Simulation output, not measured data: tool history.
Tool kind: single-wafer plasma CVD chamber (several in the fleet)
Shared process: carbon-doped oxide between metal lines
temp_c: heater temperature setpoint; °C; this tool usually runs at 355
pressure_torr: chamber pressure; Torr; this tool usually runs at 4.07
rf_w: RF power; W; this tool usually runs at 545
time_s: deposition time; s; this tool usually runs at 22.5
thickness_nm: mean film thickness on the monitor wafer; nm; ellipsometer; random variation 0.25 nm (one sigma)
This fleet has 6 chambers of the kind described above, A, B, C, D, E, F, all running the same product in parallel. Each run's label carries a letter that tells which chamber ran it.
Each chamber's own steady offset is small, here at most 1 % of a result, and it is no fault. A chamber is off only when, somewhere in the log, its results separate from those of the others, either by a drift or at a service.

run	hour	temp_c	pressure_torr	rf_w	time_s	hours since the last thermocouple change	hours since the last RF generator calibration	hours since the last manometer calibration	read-back reference wafer on the same gauge, thickness_nm	thickness_nm
1D	4.5	355	4.07	545	22.5	650.9	747.1	106.4	97.011	116.31
2B	9.9	355	4.07	545	22.5	523.8	295.9	762.3	96.940	117.02
3F	17.9	355	4.07	545	22.5	1025.3	901.3	295.0	97.013	115.22
4E	24.2	355	4.07	545	22.5	637.5	432.7	508.0	97.044	116.65
5C	28.9	355	4.07	545	22.5	2049.3	1075.7	1652.3	97.020	116.15
6A	32.8	355	4.07	500	22.5	572.3	559.1	1177.7	96.964	111.06
# hour 33.7: chamber C: RF generator calibrated
# hour 38.3: chamber C: thermocouple changed; heater temperature recalibrated
7F	39.2	355	4.07	500	22.5	1046.6	922.6	316.3	97.045	109.93
8A	43.5	355	4.07	500	22.5	583.0	569.8	1188.4	96.968	110.71
9E	48.8	355	4.07	500	22.5	662.1	457.3	532.6	96.998	110.64
10C	56.2	355	4.07	500	22.5	18.0	22.5	1679.6	96.931	110.30
11D	60.5	355	4.07	500	22.5	706.9	803.1	162.4	97.021	111.05
12B	66.7	355	4.07	545	22.5	580.6	352.7	819.1	96.984	117.06
13A	71.7	355	4.07	545	22.5	611.2	598.0	1216.6	97.009	117.22
14B	76.6	355	4.52	545	24.2	590.5	362.6	829.0	96.983	127.48
15E	83.7	355	4.52	545	24.2	697.0	492.2	567.5	97.037	126.75
16F	89.1	355	4.52	545	24.2	1096.5	972.5	366.2	97.011	126.18
17C	95.0	355	4.52	545	24.2	56.8	61.3	1718.4	97.020	126.58
18D	101.3	355	4.52	545	24.2	747.7	843.9	203.2	97.001	127.53
19D	109.1	355	4.52	545	24.2	755.5	851.7	211.0	97.044	127.44
20B	115.2	355	4.07	545	22.5	629.1	401.2	867.6	97.016	116.60
21E	119.4	355	4.07	545	22.5	732.7	527.9	603.2	97.013	116.37
22A	128.0	355	4.07	545	22.5	667.5	654.3	1272.9	96.959	116.76
23C	136.3	355	4.07	545	22.5	98.1	102.6	1759.7	97.020	115.87
24F	143.8	355	4.07	545	22.5	1151.2	1027.2	420.9	97.058	115.65
25F	151.7	355	4.07	545	22.5	1159.1	1035.1	428.8	96.946	115.62
26D	155.4	355	4.07	545	22.5	801.8	898.0	257.3	97.011	116.65
27E	161.8	355	4.07	545	22.5	775.1	570.3	645.6	97.012	117.21
28A	169.2	355	4.07	545	22.5	708.7	695.5	1314.1	96.989	117.31
29B	173.4	355	4.07	545	22.5	687.3	459.4	925.8	97.006	116.93
30C	180.4	355	4.07	545	22.5	142.2	146.7	1803.8	96.978	116.22
31C	184.6	355	4.07	545	22.5	146.4	150.9	1808.0	97.023	116.14
32B	189.6	355	4.07	545	22.5	703.5	475.6	942.0	97.042	117.17
33A	195.1	355	4.07	545	22.5	734.6	721.4	1340.0	97.034	117.12
34D	200.1	355	4.72	580	22.5	846.5	942.7	302.0	97.054	124.29
35E	206.6	355	4.72	580	22.5	819.9	615.1	690.4	97.009	123.36
36F	214.6	355	4.72	580	22.5	1222.0	1098.0	491.7	96.984	122.37
37F	222.4	355	4.72	580	22.5	1229.8	1105.8	499.5	97.010	122.41
38C	226.1	355	4.72	580	22.5	187.9	192.4	1849.5	96.967	122.97
39B	231.0	355	4.72	580	22.5	744.9	517.0	983.4	97.031	124.04
40E	236.4	355	4.07	545	22.5	849.7	644.9	720.2	97.047	116.42
41D	240.2	355	4.07	545	22.5	886.6	982.8	342.1	96.947	116.01

The same settings go to every chamber for the next run, one line per chamber below. Forecast the results for each:
42A	246.4	355	4.07	545	22.5					?
42B	246.4	355	4.07	545	22.5					?
42C	246.4	355	4.07	545	22.5					?
42D	246.4	355	4.07	545	22.5					?
42E	246.4	355	4.07	545	22.5					?
42F	246.4	355	4.07	545	22.5					?

run	thickness_nm
42A	117.46
42B	116.67
42C	116.65
42D	116.58
42E	116.68
42F	115.69
